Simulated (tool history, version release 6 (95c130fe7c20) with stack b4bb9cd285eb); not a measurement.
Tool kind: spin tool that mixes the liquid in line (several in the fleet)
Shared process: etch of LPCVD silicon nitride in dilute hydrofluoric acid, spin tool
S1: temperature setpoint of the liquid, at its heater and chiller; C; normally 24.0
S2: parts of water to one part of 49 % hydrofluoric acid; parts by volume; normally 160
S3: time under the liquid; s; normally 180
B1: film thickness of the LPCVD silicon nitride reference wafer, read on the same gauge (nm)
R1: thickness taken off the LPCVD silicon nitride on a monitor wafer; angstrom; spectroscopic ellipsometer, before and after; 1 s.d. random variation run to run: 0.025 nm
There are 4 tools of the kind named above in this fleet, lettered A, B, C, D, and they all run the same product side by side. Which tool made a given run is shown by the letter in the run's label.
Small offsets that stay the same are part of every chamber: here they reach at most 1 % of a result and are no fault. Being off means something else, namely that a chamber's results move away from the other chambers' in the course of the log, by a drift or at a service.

Run 1C, hour 4.9: usual settings; B1 40.001. Result: R1 5.0745 angstrom.
Run 2A, hour 8.7: usual settings; B1 40.011. Result: R1 4.9249 angstrom.
Run 3B, hour 12.1: usual settings; B1 40.003. Result: R1 5.1125 angstrom.
Run 4D, hour 17.2: usual settings; B1 40.004. Result: R1 5.6330 angstrom.
Run 5D, hour 19.9: usual settings but S1 28.5 C, S2 110 parts by volume; B1 40.006. Result: R1 9.6550 angstrom.
Run 6A, hour 23.4: usual settings but S1 28.5 C, S2 110 parts by volume; B1 39.971. Result: R1 8.8764 angstrom.
Run 7C, hour 26.9: usual settings but S1 28.5 C, S2 110 parts by volume; B1 39.991. Result: R1 10.3460 angstrom.
Run 8B, hour 31.5: usual settings but S1 28.5 C, S2 110 parts by volume; B1 40.007. Result: R1 9.9738 angstrom.
Run 9A, hour 34.2: usual settings; B1 40.000. Result: R1 5.5349 angstrom.
Run 10D, hour 40.0: usual settings; B1 40.009. Result: R1 5.3954 angstrom.
Run 11C, hour 43.4: usual settings; B1 40.012. Result: R1 5.4208 angstrom.
Run 12B, hour 49.1: usual settings; B1 39.995. Result: R1 4.9259 angstrom.
Run 13C, hour 53.2: usual settings; B1 40.019. Result: R1 5.0249 angstrom.
Run 14A, hour 57.3: usual settings; B1 40.020. Result: R1 5.0020 angstrom.
Run 15B, hour 60.5: usual settings; B1 39.977. Result: R1 4.7890 angstrom.
Run 16D, hour 65.6: usual settings; B1 40.000. Result: R1 5.1768 angstrom.
Run 17D, hour 69.0: usual settings; B1 39.989. Result: R1 5.2955 angstrom.
Run 18A, hour 74.3: usual settings; B1 39.996. Result: R1 4.9906 angstrom.
Run 19B, hour 78.6: usual settings; B1 40.010. Result: R1 5.5107 angstrom.
Run 20C, hour 84.1: usual settings; B1 39.993. Result: R1 5.5855 angstrom.
Run 21B, hour 86.9: usual settings; B1 40.012. Result: R1 5.0171 angstrom.
Run 22C, hour 90.6: usual settings; B1 39.995. Result: R1 5.5420 angstrom.
Run 23D, hour 93.9: usual settings; B1 40.001. Result: R1 4.8638 angstrom.
Run 24A, hour 97.1: usual settings; B1 39.998. Result: R1 5.2456 angstrom.
Run 25D, hour 101.7: usual settings; B1 40.010. Result: R1 5.4604 angstrom.
Run 26C, hour 104.4: usual settings; B1 39.987. Result: R1 4.8526 angstrom.

Read the log: is a single chamber off, either drifting away or since a service, is the gauge that measures every chamber drifting, or is nothing wrong beyond small per-chamber offsets? Name any odd chamber and what most likely caused it.

Neither any chamber nor the gauge drifts; the chambers differ only by their own small, steady offsets.

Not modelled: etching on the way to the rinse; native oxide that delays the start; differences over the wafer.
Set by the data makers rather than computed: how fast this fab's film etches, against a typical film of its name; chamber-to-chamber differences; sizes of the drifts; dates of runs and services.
